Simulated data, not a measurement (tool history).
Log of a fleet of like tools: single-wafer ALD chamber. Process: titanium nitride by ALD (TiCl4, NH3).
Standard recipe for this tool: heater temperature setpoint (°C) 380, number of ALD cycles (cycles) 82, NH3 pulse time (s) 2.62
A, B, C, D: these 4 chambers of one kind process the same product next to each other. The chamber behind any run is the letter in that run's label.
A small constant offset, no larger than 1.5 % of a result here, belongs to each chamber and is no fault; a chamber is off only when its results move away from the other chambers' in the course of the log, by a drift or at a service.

run,hour,heater temperature setpoint (°C),number of ALD cycles (cycles),NH3 pulse time (s),"read-back reference wafer on the same gauge, thickness_nm",mean film thickness on the monitor wafer (Å)
1C,12.5,380,82,2.62,1.8611,17.881
2B,22.5,380,82,2.62,1.8585,17.711
3A,32.7,380,82,2.62,1.8602,18.014
4D,48.8,380,82,2.62,1.8596,17.926
5A,63.9,380,82,2.62,1.8609,18.016
6B,74.2,380,82,2.62,1.8614,18.018
7C,87.5,380,82,2.62,1.8598,17.888
8D,100.4,380,82,2.62,1.8596,17.973
9C,109.1,372,82,2.62,1.8593,17.762
10A,125.4,372,82,2.62,1.8605,18.025
11B,135.5,372,82,2.62,1.8597,17.735
12D,148.8,372,82,2.62,1.8615,17.472
13A,160.5,380,82,2.62,1.8588,18.238
14B,173.9,380,82,2.62,1.8606,17.656
15C,186,380,82,2.62,1.8589,17.913
16D,201.8,380,82,2.62,1.8594,17.818
17A,215.5,380,82,2.62,1.8607,18.027
18C,229.1,380,82,2.62,1.8614,17.9
19B,237.9,380,82,2.62,1.861,17.784
20D,245,380,82,2.62,1.8608,17.963
21D,256.9,380,82,2.62,1.8601,17.855
22B,268.7,380,82,2.62,1.8587,17.824
23C,283.7,380,82,2.62,1.8598,18.021
24A,293,380,82,2.62,1.8599,18.225
25C,307,380,82,2.62,1.8612,17.819
26B,320.9,380,82,2.62,1.8576,17.792
27D,337,380,82,2.62,1.8592,17.709
28A,352.4,380,82,2.62,1.8585,18.06
29D,363.5,380,82,2.62,1.8609,17.843
30A,370.7,380,82,2.03,1.8608,17.73
31C,380,380,82,2.03,1.8604,17.632
32B,391,380,82,2.03,1.8593,17.612
33D,403.6,380,82,2.03,1.8594,17.545
# hour 410: chamber C: thermocouple changed; heater temperature recalibrated
34C,417.2,380,82,2.62,1.8576,17.888
35B,432,380,82,2.62,1.8615,17.795
36A,447.5,380,82,2.62,1.8605,18.038
37B,463.1,380,82,2.62,1.8607,17.757
38C,471.6,380,82,2.62,1.8612,17.929
39A,479.7,380,82,2.62,1.8601,18.123
40D,491.3,380,82,2.62,1.861,17.854
41D,500.9,380,82,2.62,1.8593,17.809

Predict what each chamber gives when all 4 of them run the settings below next.
42A,512.7,380,82,2.62,,?
42B,512.7,380,82,2.62,,?
42C,512.7,380,82,2.62,,?
42D,512.7,380,82,2.62,,?

run,mean film thickness on the monitor wafer (Å)
42A,17.946
42B,17.803
42C,17.915
42D,17.754
